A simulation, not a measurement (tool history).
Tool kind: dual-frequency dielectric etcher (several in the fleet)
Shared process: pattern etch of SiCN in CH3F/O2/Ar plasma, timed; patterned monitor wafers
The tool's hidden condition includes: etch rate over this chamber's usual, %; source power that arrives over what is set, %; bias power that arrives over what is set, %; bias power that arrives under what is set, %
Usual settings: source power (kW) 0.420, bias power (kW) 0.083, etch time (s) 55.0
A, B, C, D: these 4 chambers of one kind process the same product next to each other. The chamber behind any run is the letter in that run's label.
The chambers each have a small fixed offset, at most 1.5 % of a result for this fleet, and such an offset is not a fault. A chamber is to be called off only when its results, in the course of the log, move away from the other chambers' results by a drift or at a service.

run    day  source power (kW)  bias power (kW)  etch time (s)  hours since the last wet clean  hours since the last source power generator calibration  hours since the last bias power generator calibration  read-back reference wafer on the same gauge, depth_nm  mean etch depth across the wafer (nm)
 1C  0.229              0.420            0.083           55.0                           110.6                                                   3804.4                                                 2827.8                                                 18.599                                 21.954
 2A  0.558              0.420            0.083           55.0                           286.7                                                   1436.5                                                 1482.6                                                 18.611                                 21.922
     0.788  -- chamber C: bias power generator calibrated
 3D  0.829              0.420            0.083           55.0                           440.7                                                    992.1                                                  640.6                                                 18.604                                 21.866
 4B  1.138              0.420            0.083           55.0                            80.5                                                   2693.5                                                 2582.5                                                 18.602                                 22.248
 5B  1.375              0.420            0.083           55.0                            86.2                                                   2699.2                                                 2588.2                                                 18.587                                 22.391
 6A  1.762              0.420            0.083           55.0                           315.6                                                   1465.4                                                 1511.5                                                 18.602                                 21.889
 7D  2.125              0.420            0.063           65.0                           471.8                                                   1023.2                                                  671.7                                                 18.603                                 23.360
 8C  2.375              0.420            0.063           65.0                           162.1                                                   3855.9                                                   38.1                                                 18.602                                 23.681
 9A  2.788              0.420            0.063           65.0                           340.2                                                   1490.0                                                 1536.1                                                 18.598                                 23.542
10D  2.983              0.420            0.063           65.0                           492.4                                                   1043.8                                                  692.3                                                 18.605                                 23.349
11C  3.438              0.420            0.083           55.0                           187.6                                                   3881.4                                                   63.6                                                 18.598                                 22.224
12B  3.850              0.420            0.083           55.0                           145.6                                                   2758.6                                                 2647.6                                                 18.590                                 22.162
13A  4.196              0.420            0.083           55.0                           374.0                                                   1523.8                                                 1569.9                                                 18.600                                 21.870
14D  4.462              0.420            0.083           55.0                           527.9                                                   1079.3                                                  727.8                                                 18.610                                 21.778
15C  4.775              0.420            0.083           55.0                           219.7                                                   3913.5                                                   95.7                                                 18.612                                 22.441
16B  5.175              0.390            0.083           45.5                           177.4                                                   2790.4                                                 2679.4                                                 18.602                                 17.859
17A  5.467              0.390            0.083           45.5                           404.5                                                   1554.3                                                 1600.4                                                 18.604                                 17.710
18D  5.729              0.390            0.083           45.5                           558.3                                                   1109.7                                                  758.2                                                 18.600                                 17.551
19B  5.942              0.390            0.083           45.5                           195.8                                                   2808.8                                                 2697.8                                                 18.596                                 17.885
20C  6.296              0.420            0.083           55.0                           256.2                                                   3950.0                                                  132.2                                                 18.590                                 22.389
21C  6.558              0.420            0.083           55.0                           262.5                                                   3956.3                                                  138.5                                                 18.591                                 22.404
     6.725  -- chamber D: wet clean of the chamber
22B  6.900              0.420            0.083           55.0                           218.8                                                   2831.8                                                 2720.8                                                 18.594                                 22.177
23A  7.296              0.420            0.083           55.0                           448.4                                                   1598.2                                                 1644.3                                                 18.608                                 21.953
24D  7.679              0.420            0.083           55.0                            22.9                                                   1156.5                                                  805.0                                                 18.595                                 21.797
25C  7.942              0.420            0.083           55.0                           295.7                                                   3989.5                                                  171.7                                                 18.606                                 22.681
26B  8.362              0.420            0.083           55.0                           253.9                                                   2866.9                                                 2755.9                                                 18.591                                 22.313
27A  8.579              0.420            0.073           65.5                           479.2                                                   1629.0                                                 1675.1                                                 18.598                                 25.040
28D  8.971              0.420            0.073           65.5                            53.9                                                   1187.5                                                  836.0                                                 18.611                                 24.802

Predict what each chamber gives when all 4 of them run the settings below next.
29A  9.296              0.420            0.083           55.0                                                                                                                                                                                                                                             ?
29B  9.296              0.420            0.083           55.0                                                                                                                                                                                                                                             ?
29C  9.296              0.420            0.083           55.0                                                                                                                                                                                                                                             ?
29D  9.296              0.420            0.083           55.0                                                                                                                                                                                                                                             ?

run  mean etch depth across the wafer (nm)
29A                                 21.997
29B                                 22.268
29C                                 22.787
29D                                 21.853
